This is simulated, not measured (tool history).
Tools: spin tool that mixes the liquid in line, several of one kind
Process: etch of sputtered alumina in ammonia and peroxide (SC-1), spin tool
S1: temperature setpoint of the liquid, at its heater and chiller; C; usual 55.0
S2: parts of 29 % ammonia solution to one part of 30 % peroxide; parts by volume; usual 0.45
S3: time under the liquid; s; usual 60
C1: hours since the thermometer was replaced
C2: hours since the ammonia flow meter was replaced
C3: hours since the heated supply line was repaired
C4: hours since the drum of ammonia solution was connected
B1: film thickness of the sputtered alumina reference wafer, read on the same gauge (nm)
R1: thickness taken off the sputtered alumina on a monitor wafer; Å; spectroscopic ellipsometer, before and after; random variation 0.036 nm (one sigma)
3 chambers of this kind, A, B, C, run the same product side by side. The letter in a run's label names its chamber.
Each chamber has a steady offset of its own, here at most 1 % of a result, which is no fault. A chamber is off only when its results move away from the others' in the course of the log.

run	day	S1	S2	S3	C1	C2	C3	C4	B1	R1
1B	0.154	55.0	0.45	60	507.2	1737.3	749.4	346.6	119.99	54.333
2A	0.346	55.0	0.45	60	1825.9	788.7	833.1	271.0	120.01	54.660
3C	0.583	55.0	0.45	60	823.0	1082.6	964.4	380.6	119.97	54.567
4C	0.754	55.0	0.45	60	827.1	1086.7	968.5	384.7	120.01	53.833
5B	0.921	49.0	0.45	60	525.6	1755.7	767.8	365.0	120.01	39.500
6A	1.062	49.0	0.45	60	1843.1	805.9	850.3	288.2	120.01	39.076
7C	1.288	49.0	0.45	60	839.9	1099.5	981.3	397.5	120.04	38.776
8A	1.492	55.0	0.45	60	1853.4	816.2	860.6	298.5	120.01	53.926
# day 1.517: chamber A: new drum of ammonia solution connected
9B	1.725	55.0	0.45	60	544.9	1775.0	787.1	384.3	120.02	55.162
10A	1.846	55.0	0.45	60	1861.9	824.7	869.1	8.0	119.97	54.129
11B	1.971	55.0	0.45	60	550.8	1780.9	793.0	390.2	120.02	55.026
12C	2.158	55.0	0.45	60	860.8	1120.4	1002.2	418.4	120.01	54.042
13A	2.283	55.0	0.30	60	1872.4	835.2	879.6	18.5	119.99	52.387
14B	2.396	55.0	0.30	60	561.0	1791.1	803.2	400.4	120.01	52.503
15C	2.571	55.0	0.30	60	870.7	1130.3	1012.1	428.3	119.98	52.325
# day 2.604: chamber B: heated supply line repaired
16C	2.738	55.0	0.45	60	874.7	1134.3	1016.1	432.3	120.01	54.098
17A	2.850	55.0	0.45	60	1886.0	848.8	893.2	32.1	119.98	54.597
18B	3.088	55.0	0.45	60	577.6	1807.7	11.7	417.0	120.00	54.516
19C	3.250	55.0	0.45	60	887.0	1146.6	1028.4	444.6	120.02	53.762
20B	3.458	55.0	0.45	60	586.5	1816.6	20.6	425.9	120.06	54.952
21A	3.692	46.5	0.55	60	1906.2	869.0	913.4	52.3	120.00	34.958
22A	3.846	46.5	0.55	60	1909.9	872.7	917.1	56.0	119.97	34.365
23B	4.042	46.5	0.55	60	600.5	1830.6	34.6	439.9	120.02	34.884
24C	4.254	55.0	0.45	60	911.1	1170.7	1052.5	468.7	119.98	54.181
25B	4.371	55.0	0.45	60	608.4	1838.5	42.5	447.8	119.98	54.959
26C	4.600	50.5	0.45	60	919.4	1179.0	1060.8	477.0	120.01	42.269
27A	4.788	50.5	0.45	60	1932.5	895.3	939.7	78.6	119.98	42.836
28A	4.962	50.5	0.45	60	1936.7	899.5	943.9	82.8	119.98	42.679
29C	5.188	55.0	0.45	60	933.5	1193.1	1074.9	491.1	120.01	53.774
30B	5.312	55.0	0.45	60	631.0	1861.1	65.1	470.4	120.00	54.317

All 3 chambers run these settings next. Forecast each chamber's results:
31A	5.496	55.0	0.45	95						?
31B	5.496	55.0	0.45	95						?
31C	5.496	55.0	0.45	95						?

run	R1
31A	85.638
31B	85.816
31C	84.831
